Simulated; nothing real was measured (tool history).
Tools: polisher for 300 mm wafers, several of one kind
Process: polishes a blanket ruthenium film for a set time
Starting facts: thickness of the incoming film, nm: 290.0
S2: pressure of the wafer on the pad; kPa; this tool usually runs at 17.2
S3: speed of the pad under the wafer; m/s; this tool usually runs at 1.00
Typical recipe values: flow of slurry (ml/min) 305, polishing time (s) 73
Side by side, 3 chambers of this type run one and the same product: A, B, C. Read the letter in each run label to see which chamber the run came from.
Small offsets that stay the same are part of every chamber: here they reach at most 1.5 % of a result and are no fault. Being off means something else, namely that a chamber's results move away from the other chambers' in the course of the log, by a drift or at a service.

{"hour": 1.1, "done": "chamber A: slurry nozzle cleaned"}
{"run": "1C", "hour": 2.6, "flow of slurry (ml/min)": 305, "S2": 17.2, "S3": 1.0, "polishing time (s)": 73, "film removed (angstrom)": 1043.8}
{"run": "2B", "hour": 5.2, "flow of slurry (ml/min)": 305, "S2": 17.2, "S3": 1.0, "polishing time (s)": 73, "film removed (angstrom)": 1018.5}
{"run": "3A", "hour": 7.9, "flow of slurry (ml/min)": 305, "S2": 17.2, "S3": 1.0, "polishing time (s)": 73, "film removed (angstrom)": 1044.9}
{"hour": 9.3, "done": "chamber C: worn pad replaced by a new one"}
{"hour": 12.0, "done": "chamber B: worn pad replaced by a new one"}
{"run": "4A", "hour": 12.2, "flow of slurry (ml/min)": 305, "S2": 17.2, "S3": 1.0, "polishing time (s)": 73, "film removed (angstrom)": 1035.6}
{"run": "5C", "hour": 15.3, "flow of slurry (ml/min)": 305, "S2": 17.2, "S3": 1.0, "polishing time (s)": 73, "film removed (angstrom)": 1045.7}
{"run": "6B", "hour": 19.1, "flow of slurry (ml/min)": 305, "S2": 17.2, "S3": 1.0, "polishing time (s)": 73, "film removed (angstrom)": 1024.0}
{"run": "7A", "hour": 23.5, "flow of slurry (ml/min)": 305, "S2": 17.2, "S3": 1.0, "polishing time (s)": 73, "film removed (angstrom)": 1034.5}
{"run": "8C", "hour": 25.8, "flow of slurry (ml/min)": 305, "S2": 17.2, "S3": 1.0, "polishing time (s)": 73, "film removed (angstrom)": 1030.3}
{"run": "9B", "hour": 29.5, "flow of slurry (ml/min)": 305, "S2": 17.2, "S3": 1.0, "polishing time (s)": 73, "film removed (angstrom)": 1022.0}
{"run": "10C", "hour": 33.3, "flow of slurry (ml/min)": 305, "S2": 17.2, "S3": 1.0, "polishing time (s)": 73, "film removed (angstrom)": 1030.5}
{"run": "11B", "hour": 36.6, "flow of slurry (ml/min)": 305, "S2": 17.2, "S3": 1.0, "polishing time (s)": 73, "film removed (angstrom)": 1017.0}
{"run": "12A", "hour": 38.7, "flow of slurry (ml/min)": 305, "S2": 17.2, "S3": 1.0, "polishing time (s)": 73, "film removed (angstrom)": 1026.0}
{"hour": 40.4, "done": "chamber C: head pressure recalibrated"}
{"run": "13A", "hour": 40.8, "flow of slurry (ml/min)": 305, "S2": 17.2, "S3": 1.0, "polishing time (s)": 73, "film removed (angstrom)": 1038.0}
{"run": "14B", "hour": 44.2, "flow of slurry (ml/min)": 305, "S2": 17.2, "S3": 1.0, "polishing time (s)": 73, "film removed (angstrom)": 1013.8}
{"run": "15C", "hour": 46.5, "flow of slurry (ml/min)": 305, "S2": 17.2, "S3": 1.0, "polishing time (s)": 73, "film removed (angstrom)": 1031.3}
{"run": "16A", "hour": 51.1, "flow of slurry (ml/min)": 305, "S2": 17.2, "S3": 1.0, "polishing time (s)": 73, "film removed (angstrom)": 1034.7}
{"run": "17B", "hour": 53.5, "flow of slurry (ml/min)": 305, "S2": 17.2, "S3": 1.0, "polishing time (s)": 73, "film removed (angstrom)": 1015.2}
{"hour": 55.3, "done": "chamber C: worn pad replaced by a new one"}
{"run": "18C", "hour": 57.5, "flow of slurry (ml/min)": 305, "S2": 17.2, "S3": 1.0, "polishing time (s)": 73, "film removed (angstrom)": 1039.3}
{"run": "19C", "hour": 59.6, "flow of slurry (ml/min)": 305, "S2": 17.2, "S3": 1.0, "polishing time (s)": 73, "film removed (angstrom)": 1036.7}
{"run": "20A", "hour": 61.7, "flow of slurry (ml/min)": 305, "S2": 17.2, "S3": 1.0, "polishing time (s)": 73, "film removed (angstrom)": 1026.0}
{"run": "21B", "hour": 64.4, "flow of slurry (ml/min)": 305, "S2": 17.2, "S3": 1.0, "polishing time (s)": 73, "film removed (angstrom)": 1016.0}
{"run": "22B", "hour": 69.0, "flow of slurry (ml/min)": 305, "S2": 17.2, "S3": 1.0, "polishing time (s)": 73, "film removed (angstrom)": 1004.3}
{"run": "23A", "hour": 71.8, "flow of slurry (ml/min)": 305, "S2": 17.2, "S3": 1.0, "polishing time (s)": 73, "film removed (angstrom)": 1046.6}
{"hour": 75.5, "done": "chamber B: head pressure recalibrated"}
{"run": "24C", "hour": 75.7, "flow of slurry (ml/min)": 305, "S2": 17.2, "S3": 1.0, "polishing time (s)": 73, "film removed (angstrom)": 1042.3}
{"run": "25B", "hour": 79.9, "flow of slurry (ml/min)": 305, "S2": 17.2, "S3": 1.0, "polishing time (s)": 73, "film removed (angstrom)": 1102.9}
{"run": "26A", "hour": 83.7, "flow of slurry (ml/min)": 305, "S2": 17.2, "S3": 1.0, "polishing time (s)": 83, "film removed (angstrom)": 1179.2}
{"run": "27C", "hour": 85.9, "flow of slurry (ml/min)": 305, "S2": 17.2, "S3": 1.0, "polishing time (s)": 83, "film removed (angstrom)": 1163.5}
{"run": "28C", "hour": 88.8, "flow of slurry (ml/min)": 305, "S2": 17.2, "S3": 1.0, "polishing time (s)": 83, "film removed (angstrom)": 1167.9}
{"run": "29A", "hour": 93.3, "flow of slurry (ml/min)": 305, "S2": 22.1, "S3": 1.0, "polishing time (s)": 73, "film removed (angstrom)": 1313.7}
{"run": "30B", "hour": 97.3, "flow of slurry (ml/min)": 305, "S2": 22.1, "S3": 1.0, "polishing time (s)": 73, "film removed (angstrom)": 1394.5}
{"run": "31B", "hour": 101.2, "flow of slurry (ml/min)": 305, "S2": 22.1, "S3": 1.0, "polishing time (s)": 73, "film removed (angstrom)": 1385.3}
{"hour": 102.1, "done": "chamber C: worn pad replaced by a new one"}
{"run": "32C", "hour": 105.2, "flow of slurry (ml/min)": 305, "S2": 17.2, "S3": 1.0, "polishing time (s)": 73, "film removed (angstrom)": 1032.3}
{"run": "33A", "hour": 109.1, "flow of slurry (ml/min)": 305, "S2": 17.2, "S3": 1.0, "polishing time (s)": 73, "film removed (angstrom)": 1029.7}
{"hour": 111.6, "done": "chamber A: worn pad replaced by a new one"}
{"run": "34B", "hour": 112.3, "flow of slurry (ml/min)": 305, "S2": 17.2, "S3": 1.0, "polishing time (s)": 73, "film removed (angstrom)": 1090.0}
{"hour": 112.8, "done": "chamber B: worn pad replaced by a new one"}
{"run": "35A", "hour": 117.0, "flow of slurry (ml/min)": 305, "S2": 17.2, "S3": 1.0, "polishing time (s)": 73, "film removed (angstrom)": 1036.1}
{"run": "36C", "hour": 119.1, "flow of slurry (ml/min)": 305, "S2": 17.2, "S3": 1.0, "polishing time (s)": 73, "film removed (angstrom)": 1032.1}
{"run": "37C", "hour": 121.7, "flow of slurry (ml/min)": 305, "S2": 17.2, "S3": 1.0, "polishing time (s)": 73, "film removed (angstrom)": 1029.8}
{"hour": 124.2, "done": "chamber C: slurry nozzle cleaned"}
{"run": "38B", "hour": 125.1, "flow of slurry (ml/min)": 305, "S2": 17.2, "S3": 1.0, "polishing time (s)": 73, "film removed (angstrom)": 1087.8}
{"run": "39A", "hour": 129.4, "flow of slurry (ml/min)": 305, "S2": 17.2, "S3": 1.0, "polishing time (s)": 81, "film removed (angstrom)": 1144.5}
{"run": "40B", "hour": 132.0, "flow of slurry (ml/min)": 305, "S2": 17.2, "S3": 1.0, "polishing time (s)": 81, "film removed (angstrom)": 1209.8}
{"run": "41A", "hour": 134.5, "flow of slurry (ml/min)": 305, "S2": 17.2, "S3": 1.0, "polishing time (s)": 81, "film removed (angstrom)": 1148.4}
{"run": "42C", "hour": 136.9, "flow of slurry (ml/min)": 395, "S2": 17.2, "S3": 1.14, "polishing time (s)": 73, "film removed (angstrom)": 1197.1}
{"run": "43C", "hour": 141.6, "flow of slurry (ml/min)": 395, "S2": 17.2, "S3": 1.14, "polishing time (s)": 73, "film removed (angstrom)": 1209.6}

Does one chamber stand apart from the rest, does the shared gauge drift, or is all well apart from small per-chamber offsets? Give the chamber and the most likely cause, where there is one.

The work done on chamber B during a service left it standing apart from the others.
Cause: head's pressure above its setpoint, % = 7.59.

Chamber B could run next with any of the 4 candidate recipes listed below; each alters the usual settings, and their results appear as question marks. Which one brings its results back in line with what the other chambers deliver on the usual settings?
Counts as in line when no further than this from what the other chambers average on the usual settings: film removed (angstrom) 30.0
{"run": "44B-1", "hour": 145.0, "flow of slurry (ml/min)": 305, "S2": 17.2, "S3": 1.0, "polishing time (s)": 69, "film removed (angstrom)": "?"}
{"run": "44B-2", "hour": 145.0, "flow of slurry (ml/min)": 305, "S2": 17.9, "S3": 1.04, "polishing time (s)": 76, "film removed (angstrom)": "?"}
{"run": "44B-3", "hour": 145.0, "flow of slurry (ml/min)": 305, "S2": 17.2, "S3": 1.02, "polishing time (s)": 75, "film removed (angstrom)": "?"}
{"run": "44B-4", "hour": 145.0, "flow of slurry (ml/min)": 305, "S2": 16.5, "S3": 0.96, "polishing time (s)": 71, "film removed (angstrom)": "?"}

Average result of the remaining chambers running the usual settings: film removed (angstrom) 1035.1
run=44B-1 film_removed_(angstrom)=1041.2
run=44B-2 film_removed_(angstrom)=1239.3
run=44B-3 film_removed_(angstrom)=1154.1
run=44B-4 film_removed_(angstrom)=988.4
44B-1 puts the chamber back in line with the other chambers.
